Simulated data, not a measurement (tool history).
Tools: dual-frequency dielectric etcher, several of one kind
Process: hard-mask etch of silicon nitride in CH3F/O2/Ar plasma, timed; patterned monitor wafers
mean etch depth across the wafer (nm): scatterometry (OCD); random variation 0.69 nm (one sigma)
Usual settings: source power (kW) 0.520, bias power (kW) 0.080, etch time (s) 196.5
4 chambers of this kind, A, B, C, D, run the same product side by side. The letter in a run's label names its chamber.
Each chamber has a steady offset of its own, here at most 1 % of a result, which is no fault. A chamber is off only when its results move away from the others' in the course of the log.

run   hour  source power (kW)  bias power (kW)  etch time (s)  hours since the last wet clean  hours since the last source power generator calibration  hours since the last bias power generator calibration  read-back reference wafer on the same gauge, depth_nm  mean etch depth across the wafer (nm)
 1A    8.7              0.520            0.080          196.5                           431.0                                                    159.2                                                 5209.7                                                 141.01                                 157.54
      13.1  -- chamber C: wet clean of the chamber
 2C   13.7              0.520            0.080          196.5                             0.7                                                   1324.7                                                 2874.9                                                 141.16                                 157.96
      20.1  -- chamber B: wet clean of the chamber
 3B   21.1              0.520            0.080          196.5                             1.1                                                   1299.2                                                 2615.8                                                 141.13                                 156.49
 4D   25.4              0.520            0.080          196.5                           143.9                                                    386.6                                                 1868.0                                                 141.13                                 159.00
 5C   30.4              0.520            0.080          196.5                            17.4                                                   1341.4                                                 2891.6                                                 141.14                                 157.37
      35.2  -- chamber C: bias power generator calibrated
 6B   37.9              0.520            0.080          196.5                            17.9                                                   1316.0                                                 2632.6                                                 141.07                                 154.28
 7D   46.0              0.520            0.080          196.5                           164.5                                                    407.2                                                 1888.6                                                 141.08                                 159.32
 8A   51.7              0.520            0.080          196.5                           474.0                                                    202.2                                                 5252.7                                                 141.02                                 157.14
 9A   60.0              0.520            0.080          196.5                           482.3                                                    210.5                                                 5261.0                                                 141.13                                 155.72
10D   68.4              0.520            0.080          196.5                           186.9                                                    429.6                                                 1911.0                                                 141.16                                 159.36
11B   75.7              0.520            0.080          196.5                            55.7                                                   1353.8                                                 2670.4                                                 141.02                                 155.85
12C   80.5              0.520            0.080          196.5                            67.5                                                   1391.5                                                   45.3                                                 141.10                                 157.60
      82.9  -- chamber A: wet clean of the chamber
13A   85.9              0.520            0.080          196.5                             3.1                                                    236.4                                                 5286.9                                                 141.01                                 156.20
14D   89.9              0.520            0.091          232.5                           208.4                                                    451.1                                                 1932.5                                                 140.88                                 196.08
15B   98.4              0.520            0.091          232.5                            78.4                                                   1376.5                                                 2693.1                                                 141.09                                 192.88
     104.1  -- chamber A: bias power generator calibrated
16C  105.8              0.520            0.091          232.5                            92.8                                                   1416.8                                                   70.6                                                 140.94                                 195.03
17B  112.1              0.520            0.091          232.5                            92.1                                                   1390.2                                                 2706.8                                                 141.04                                 192.63
18A  118.1              0.520            0.080          196.5                            35.3                                                    268.6                                                   14.1                                                 140.99                                 156.95
19D  125.6              0.520            0.080          196.5                           244.1                                                    486.8                                                 1968.2                                                 140.93                                 157.57
20C  131.5              0.520            0.080          196.5                           118.5                                                   1442.5                                                   96.3                                                 141.05                                 156.68
21D  139.5              0.520            0.080          196.5                           258.0                                                    500.7                                                 1982.1                                                 140.92                                 158.85
22A  143.8              0.520            0.080          196.5                            61.0                                                    294.3                                                   39.8                                                 140.96                                 156.77
23B  149.5              0.520            0.080          196.5                           129.5                                                   1427.6                                                 2744.2                                                 141.07                                 155.44
24C  156.1              0.520            0.080          196.5                           143.1                                                   1467.1                                                  120.9                                                 141.05                                 157.74
25C  163.8              0.520            0.080          196.5                           150.8                                                   1474.8                                                  128.6                                                 140.93                                 158.41

Next, every chamber runs the same settings. What will each give?
26A  170.4              0.520            0.066          196.5                                                                                                                                                                                                                                             ?
26B  170.4              0.520            0.066          196.5                                                                                                                                                                                                                                             ?
26C  170.4              0.520            0.066          196.5                                                                                                                                                                                                                                             ?
26D  170.4              0.520            0.066          196.5                                                                                                                                                                                                                                             ?

run  mean etch depth across the wafer (nm)
26A                                 146.00
26B                                 146.11
26C                                 148.62
26D                                 148.30
